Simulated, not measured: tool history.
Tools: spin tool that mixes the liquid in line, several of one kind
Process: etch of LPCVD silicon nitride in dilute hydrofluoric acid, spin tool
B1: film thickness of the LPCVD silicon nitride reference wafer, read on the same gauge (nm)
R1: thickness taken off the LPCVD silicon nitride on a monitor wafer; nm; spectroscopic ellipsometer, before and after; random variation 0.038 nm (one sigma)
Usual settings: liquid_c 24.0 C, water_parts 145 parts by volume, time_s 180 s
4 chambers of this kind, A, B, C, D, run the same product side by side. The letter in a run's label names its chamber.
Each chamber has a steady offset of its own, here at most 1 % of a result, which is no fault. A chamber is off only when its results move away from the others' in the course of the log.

{"run": "1A", "hour": 12.6, "liquid_c": 24.0, "water_parts": 145, "time_s": 180, "B1": 70.003, "R1": 0.58609}
{"run": "2C", "hour": 19.7, "liquid_c": 24.0, "water_parts": 145, "time_s": 180, "B1": 70.0, "R1": 0.56219}
{"run": "3D", "hour": 33.3, "liquid_c": 24.0, "water_parts": 145, "time_s": 180, "B1": 69.978, "R1": 0.55689}
{"run": "4B", "hour": 49.4, "liquid_c": 24.0, "water_parts": 145, "time_s": 180, "B1": 69.964, "R1": 0.6119}
{"run": "5D", "hour": 58.6, "liquid_c": 24.0, "water_parts": 145, "time_s": 180, "B1": 69.942, "R1": 0.5747}
{"run": "6A", "hour": 72.4, "liquid_c": 24.0, "water_parts": 145, "time_s": 180, "B1": 69.999, "R1": 0.62861}
{"run": "7C", "hour": 79.9, "liquid_c": 24.0, "water_parts": 145, "time_s": 180, "B1": 69.986, "R1": 0.52917}
{"hour": 91.3, "done": "chamber B: hydrofluoric acid flow meter replaced"}
{"run": "8B", "hour": 92.5, "liquid_c": 24.0, "water_parts": 145, "time_s": 180, "B1": 70.029, "R1": 0.65727}
{"run": "9A", "hour": 101.1, "liquid_c": 24.0, "water_parts": 145, "time_s": 180, "B1": 70.0, "R1": 0.54005}
{"run": "10C", "hour": 114.6, "liquid_c": 24.0, "water_parts": 145, "time_s": 180, "B1": 69.966, "R1": 0.65446}
{"run": "11B", "hour": 130.3, "liquid_c": 24.0, "water_parts": 145, "time_s": 180, "B1": 70.024, "R1": 0.67224}
{"run": "12D", "hour": 137.5, "liquid_c": 24.0, "water_parts": 145, "time_s": 180, "B1": 70.032, "R1": 0.53018}
{"run": "13D", "hour": 149.1, "liquid_c": 24.0, "water_parts": 145, "time_s": 180, "B1": 70.045, "R1": 0.52888}
{"run": "14B", "hour": 159.3, "liquid_c": 24.0, "water_parts": 145, "time_s": 180, "B1": 70.019, "R1": 0.60506}
{"run": "15A", "hour": 167.2, "liquid_c": 24.0, "water_parts": 145, "time_s": 180, "B1": 70.008, "R1": 0.55941}
{"run": "16C", "hour": 181.2, "liquid_c": 24.0, "water_parts": 145, "time_s": 180, "B1": 69.96, "R1": 0.53357}
{"run": "17B", "hour": 188.4, "liquid_c": 24.0, "water_parts": 145, "time_s": 180, "B1": 69.965, "R1": 0.56398}
{"hour": 193.4, "done": "chamber A: hydrofluoric acid flow meter replaced"}
{"run": "18D", "hour": 200.0, "liquid_c": 24.0, "water_parts": 145, "time_s": 180, "B1": 69.942, "R1": 0.57058}
{"run": "19C", "hour": 212.4, "liquid_c": 24.0, "water_parts": 145, "time_s": 180, "B1": 69.979, "R1": 0.61946}
{"run": "20A", "hour": 227.1, "liquid_c": 19.5, "water_parts": 145, "time_s": 105, "B1": 70.011, "R1": 0.2289}
{"run": "21B", "hour": 237.3, "liquid_c": 19.5, "water_parts": 145, "time_s": 105, "B1": 69.962, "R1": 0.25485}
{"run": "22D", "hour": 244.4, "liquid_c": 19.5, "water_parts": 145, "time_s": 105, "B1": 69.998, "R1": 0.22945}
{"run": "23A", "hour": 258.6, "liquid_c": 19.5, "water_parts": 145, "time_s": 105, "B1": 69.952, "R1": 0.2642}
{"run": "24C", "hour": 271.8, "liquid_c": 24.0, "water_parts": 145, "time_s": 180, "B1": 70.04, "R1": 0.58885}
{"run": "25C", "hour": 284.6, "liquid_c": 24.0, "water_parts": 145, "time_s": 180, "B1": 69.977, "R1": 0.59271}

Is one chamber off against the others, does the gauge drift, or is nothing wrong? If a chamber is off, say which, and what the likeliest cause is.

No chamber stands off beyond its own small offset, and the gauge holds steady.

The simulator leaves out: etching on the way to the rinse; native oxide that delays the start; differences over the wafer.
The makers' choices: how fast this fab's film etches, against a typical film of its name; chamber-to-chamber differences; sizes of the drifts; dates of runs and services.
